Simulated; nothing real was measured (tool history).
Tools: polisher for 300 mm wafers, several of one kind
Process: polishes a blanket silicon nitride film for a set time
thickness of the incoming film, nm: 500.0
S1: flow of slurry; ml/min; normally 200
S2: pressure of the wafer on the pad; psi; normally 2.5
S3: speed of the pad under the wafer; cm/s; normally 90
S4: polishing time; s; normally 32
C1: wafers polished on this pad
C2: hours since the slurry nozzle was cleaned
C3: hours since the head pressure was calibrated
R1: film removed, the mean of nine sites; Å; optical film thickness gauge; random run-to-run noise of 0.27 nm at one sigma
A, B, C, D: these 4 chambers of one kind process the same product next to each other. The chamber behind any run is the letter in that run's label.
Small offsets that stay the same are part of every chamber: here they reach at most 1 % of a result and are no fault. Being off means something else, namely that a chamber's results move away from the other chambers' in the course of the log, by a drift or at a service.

{"run": "1D", "day": 0.379, "S1": 200, "S2": 2.5, "S3": 90, "S4": 32, "C1": 1277, "C2": 300.5, "C3": 285.5, "R1": 325.57}
{"day": 0.446, "done": "chamber B: worn pad replaced by a new one"}
{"day": 0.462, "done": "chamber C: worn pad replaced by a new one"}
{"day": 0.612, "done": "chamber A: slurry nozzle cleaned"}
{"day": 0.667, "done": "chamber D: worn pad replaced by a new one"}
{"run": "2A", "day": 0.75, "S1": 200, "S2": 2.5, "S3": 90, "S4": 32, "C1": 932, "C2": 3.3, "C3": 441.7, "R1": 326.67}
{"run": "3B", "day": 1.096, "S1": 200, "S2": 2.5, "S3": 90, "S4": 32, "C1": 257, "C2": 446.8, "C3": 960.2, "R1": 332.76}
{"run": "4C", "day": 1.462, "S1": 200, "S2": 2.5, "S3": 90, "S4": 32, "C1": 396, "C2": 392.4, "C3": 114.1, "R1": 330.73}
{"day": 1.725, "done": "chamber A: worn pad replaced by a new one"}
{"run": "5A", "day": 2.029, "S1": 200, "S2": 2.5, "S3": 90, "S4": 32, "C1": 121, "C2": 34.0, "C3": 472.4, "R1": 324.9}
{"day": 2.238, "done": "chamber C: slurry nozzle cleaned"}
{"run": "6B", "day": 2.362, "S1": 135, "S2": 2.5, "S3": 90, "S4": 23, "C1": 757, "C2": 477.2, "C3": 990.6, "R1": 219.85}
{"day": 2.404, "done": "chamber B: slurry nozzle cleaned"}
{"run": "7C", "day": 2.817, "S1": 135, "S2": 2.5, "S3": 90, "S4": 23, "C1": 930, "C2": 13.9, "C3": 146.6, "R1": 221.96}
{"run": "8D", "day": 3.292, "S1": 135, "S2": 2.5, "S3": 90, "S4": 23, "C1": 1036, "C2": 370.4, "C3": 355.4, "R1": 221.13}
{"day": 3.471, "done": "chamber C: worn pad replaced by a new one"}
{"run": "9B", "day": 3.904, "S1": 135, "S2": 2.5, "S3": 90, "S4": 23, "C1": 1366, "C2": 36.1, "C3": 1027.6, "R1": 220.35}
{"day": 4.279, "done": "chamber D: worn pad replaced by a new one"}
{"run": "10C", "day": 4.5, "S1": 200, "S2": 2.5, "S3": 90, "S4": 32, "C1": 406, "C2": 54.3, "C3": 187.0, "R1": 330.3}
{"day": 4.679, "done": "chamber B: worn pad replaced by a new one"}
{"run": "11A", "day": 4.846, "S1": 200, "S2": 2.5, "S3": 90, "S4": 32, "C1": 1233, "C2": 101.6, "C3": 540.0, "R1": 329.51}
{"run": "12D", "day": 5.233, "S1": 240, "S2": 2.5, "S3": 90, "S4": 32, "C1": 377, "C2": 417.0, "C3": 402.0, "R1": 333.29}
{"day": 5.654, "done": "chamber A: worn pad replaced by a new one"}
{"run": "13B", "day": 5.788, "S1": 240, "S2": 2.5, "S3": 90, "S4": 32, "C1": 437, "C2": 81.3, "C3": 1072.8, "R1": 336.02}
{"run": "14C", "day": 6.275, "S1": 240, "S2": 2.5, "S3": 90, "S4": 32, "C1": 1106, "C2": 96.9, "C3": 229.6, "R1": 329.68}
{"day": 6.567, "done": "chamber C: worn pad replaced by a new one"}
{"run": "15A", "day": 6.871, "S1": 240, "S2": 2.5, "S3": 90, "S4": 32, "C1": 481, "C2": 150.2, "C3": 588.6, "R1": 331.65}
{"day": 6.938, "done": "chamber D: slurry nozzle cleaned"}
{"run": "16D", "day": 7.454, "S1": 200, "S2": 2.5, "S3": 90, "S4": 32, "C1": 1253, "C2": 12.5, "C3": 455.3, "R1": 331.09}
{"day": 7.512, "done": "chamber D: worn pad replaced by a new one"}
{"run": "17D", "day": 7.95, "S1": 200, "S2": 2.5, "S3": 90, "S4": 32, "C1": 173, "C2": 24.4, "C3": 467.2, "R1": 332.71}
{"run": "18C", "day": 8.229, "S1": 200, "S2": 2.5, "S3": 90, "S4": 32, "C1": 657, "C2": 143.8, "C3": 276.5, "R1": 327.39}
{"day": 8.45, "done": "chamber B: worn pad replaced by a new one"}
{"run": "19B", "day": 8.679, "S1": 200, "S2": 2.5, "S3": 120, "S4": 26, "C1": 90, "C2": 150.7, "C3": 1142.2, "R1": 336.18}
{"run": "20A", "day": 9.071, "S1": 200, "S2": 2.5, "S3": 120, "S4": 26, "C1": 1349, "C2": 203.0, "C3": 641.4, "R1": 330.08}
{"run": "21A", "day": 9.346, "S1": 200, "S2": 2.5, "S3": 120, "S4": 26, "C1": 1458, "C2": 209.6, "C3": 648.0, "R1": 324.61}
{"day": 9.508, "done": "chamber A: worn pad replaced by a new one"}
{"run": "22D", "day": 9.85, "S1": 200, "S2": 2.5, "S3": 120, "S4": 26, "C1": 923, "C2": 70.0, "C3": 512.8, "R1": 341.86}
{"day": 9.929, "done": "chamber C: worn pad replaced by a new one"}
{"run": "23B", "day": 10.338, "S1": 200, "S2": 2.5, "S3": 90, "S4": 32, "C1": 745, "C2": 190.5, "C3": 1182.0, "R1": 319.42}
{"day": 10.562, "done": "chamber D: worn pad replaced by a new one"}
{"run": "24C", "day": 10.779, "S1": 200, "S2": 2.5, "S3": 90, "S4": 32, "C1": 335, "C2": 205.0, "C3": 337.7, "R1": 331.25}
{"day": 10.929, "done": "chamber C: head pressure recalibrated"}
{"day": 11.0, "done": "chamber B: head pressure recalibrated"}
{"run": "25B", "day": 11.271, "S1": 200, "S2": 2.5, "S3": 90, "S4": 32, "C1": 1114, "C2": 212.9, "C3": 6.5, "R1": 328.33}
{"run": "26D", "day": 11.708, "S1": 200, "S2": 2.5, "S3": 90, "S4": 32, "C1": 453, "C2": 114.6, "C3": 557.4, "R1": 330.37}
{"run": "27C", "day": 12.067, "S1": 200, "S2": 2.5, "S3": 90, "S4": 32, "C1": 843, "C2": 235.9, "C3": 27.3, "R1": 324.82}
{"run": "28A", "day": 12.479, "S1": 200, "S2": 2.5, "S3": 90, "S4": 32, "C1": 1173, "C2": 284.8, "C3": 723.2, "R1": 310.27}
{"day": 12.671, "done": "chamber B: worn pad replaced by a new one"}
{"run": "29B", "day": 13.062, "S1": 200, "S2": 2.5, "S3": 90, "S4": 32, "C1": 154, "C2": 255.9, "C3": 49.5, "R1": 327.44}
{"day": 13.442, "done": "chamber A: worn pad replaced by a new one"}
{"day": 13.592, "done": "chamber D: worn pad replaced by a new one"}
{"run": "30C", "day": 13.617, "S1": 200, "S2": 2.5, "S3": 90, "S4": 32, "C1": 1455, "C2": 273.1, "C3": 64.5, "R1": 325.57}
{"day": 13.871, "done": "chamber C: worn pad replaced by a new one"}
{"run": "31A", "day": 13.908, "S1": 200, "S2": 2.5, "S3": 90, "S4": 32, "C1": 185, "C2": 319.1, "C3": 757.5, "R1": 309.9}
{"run": "32D", "day": 14.396, "S1": 200, "S2": 2.5, "S3": 90, "S4": 32, "C1": 317, "C2": 179.1, "C3": 621.9, "R1": 328.22}
{"run": "33A", "day": 14.967, "S1": 200, "S2": 2.5, "S3": 90, "S4": 32, "C1": 603, "C2": 344.5, "C3": 782.9, "R1": 303.5}
{"run": "34B", "day": 15.254, "S1": 200, "S2": 2.5, "S3": 90, "S4": 32, "C1": 1020, "C2": 308.5, "C3": 102.1, "R1": 321.93}
{"run": "35C", "day": 15.633, "S1": 200, "S2": 2.5, "S3": 90, "S4": 32, "C1": 695, "C2": 321.5, "C3": 112.9, "R1": 330.36}
{"day": 16.133, "done": "chamber B: worn pad replaced by a new one"}
{"run": "36D", "day": 16.146, "S1": 200, "S2": 2.5, "S3": 90, "S4": 32, "C1": 1008, "C2": 221.1, "C3": 663.9, "R1": 321.84}
{"run": "37A", "day": 16.521, "S1": 200, "S2": 2.5, "S3": 90, "S4": 32, "C1": 1216, "C2": 381.8, "C3": 820.2, "R1": 297.33}
{"run": "38B", "day": 16.858, "S1": 200, "S2": 2.5, "S3": 90, "S4": 32, "C1": 286, "C2": 347.0, "C3": 140.6, "R1": 328.28}
{"run": "39C", "day": 17.275, "S1": 200, "S2": 2.5, "S3": 90, "S4": 32, "C1": 1343, "C2": 360.9, "C3": 152.3, "R1": 326.78}
{"day": 17.542, "done": "chamber D: worn pad replaced by a new one"}
{"run": "40D", "day": 17.583, "S1": 200, "S2": 2.5, "S3": 90, "S4": 32, "C1": 17, "C2": 255.6, "C3": 698.4, "R1": 331.3}

Decide between three cases: one chamber stands off from its peers, the gauge reading all wafers drifts, or nothing is wrong past each chamber's small offset. Where a chamber is off, say which and what most likely put it there.

Little by little, chamber A moves away from the other chambers.
Most likely cause: head's pressure below its setpoint, % = 10.3.

Here are 4 candidates for chamber A's next run, each the usual settings with a change, their results left as question marks. Which one brings its results back in line with what the others give on the usual settings?
Maximum distance from the other chambers' mean on the usual settings for a result to count as in line: R1 9.50 Å
{"run": "41A-1", "day": 18.025, "S1": 200, "S2": 2.5, "S3": 90, "S4": 29, "R1": "?"}
{"run": "41A-2", "day": 18.025, "S1": 200, "S2": 2.3, "S3": 82, "S4": 32, "R1": "?"}
{"run": "41A-3", "day": 18.025, "S1": 200, "S2": 2.6, "S3": 94, "S4": 33, "R1": "?"}
{"run": "41A-4", "day": 18.025, "S1": 205, "S2": 2.5, "S3": 98, "S4": 35, "R1": "?"}

Other chambers, usual settings, mean: R1 328.15 Å
run=41A-1 R1=266.67
run=41A-2 R1=251.23
run=41A-3 R1=326.80
run=41A-4 R1=345.78
The right change is 41A-3: it brings the chamber back within the allowed miss of the others.
